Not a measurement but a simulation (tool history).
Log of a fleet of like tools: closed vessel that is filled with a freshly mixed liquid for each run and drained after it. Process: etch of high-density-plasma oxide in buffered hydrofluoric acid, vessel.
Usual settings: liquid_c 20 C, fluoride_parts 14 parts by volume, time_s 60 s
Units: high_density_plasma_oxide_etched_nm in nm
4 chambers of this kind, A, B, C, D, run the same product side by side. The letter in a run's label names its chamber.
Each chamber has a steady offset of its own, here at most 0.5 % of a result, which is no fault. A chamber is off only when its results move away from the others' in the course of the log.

run,hour,liquid_c,fluoride_parts,time_s,hours since the thermometer was replaced,hours since the hydrofluoric acid flow meter was replaced,"read-back film thickness of the high-density-plasma oxide reference wafer, read on the same gauge (nm)",high_density_plasma_oxide_etched_nm
1C,5.9,20,14,60,976.1,631.5,29.99,43.194
2D,16.2,20,14,60,152.5,1377.4,30.03,43.593
3B,25.7,20,14,60,990.1,1088.9,29.998,43.551
4A,33.3,20,14,60,342.1,491.4,29.991,43.869
5A,43.1,20,14,60,351.9,501.2,29.998,43.698
6D,53.2,20,14,60,189.5,1414.4,29.991,43.16
7B,59.8,20,14,60,1024.2,1123,30.013,42.908
8C,65.2,20,14,60,1035.4,690.8,30.001,43.323
9B,72.6,20,14,60,1037,1135.8,30.039,43.067
10D,80.7,20,14,60,217,1441.9,29.998,43.524
11C,89.9,20,14,60,1060.1,715.5,29.992,42.433
12A,97.4,20,14,60,406.2,555.5,29.999,43.157
13D,105.6,20,14,60,241.9,1466.8,30.02,43.361
14A,113.2,20,14,60,422,571.3,29.995,43.475
15C,121.1,20,14,60,1091.3,746.7,30.039,43.276
16B,130,20,14,60,1094.4,1193.2,30,43.223
17D,135.1,20,14,60,271.4,1496.3,30.007,42.658
18B,140.8,20,14,60,1105.2,1204,29.965,42.973
19C,150.6,20,17,60,1120.8,776.2,29.987,35.521
20A,158.9,20,17,60,467.7,617,29.991,35.955
21A,165.2,20,17,60,474,623.3,30.037,35.651
22B,174.3,20,17,60,1138.7,1237.5,30.013,35.845
23C,180.5,20,14,60,1150.7,806.1,30.019,43.22
24D,186.6,20,14,60,322.9,1547.8,30.008,43.582

All 4 chambers run these settings next. Forecast each chamber's results:
25A,194.1,20,14,60,,,,?
25B,194.1,20,14,60,,,,?
25C,194.1,20,14,60,,,,?
25D,194.1,20,14,60,,,,?

run,high_density_plasma_oxide_etched_nm
25A,43.686
25B,42.826
25C,42.733
25D,43.56
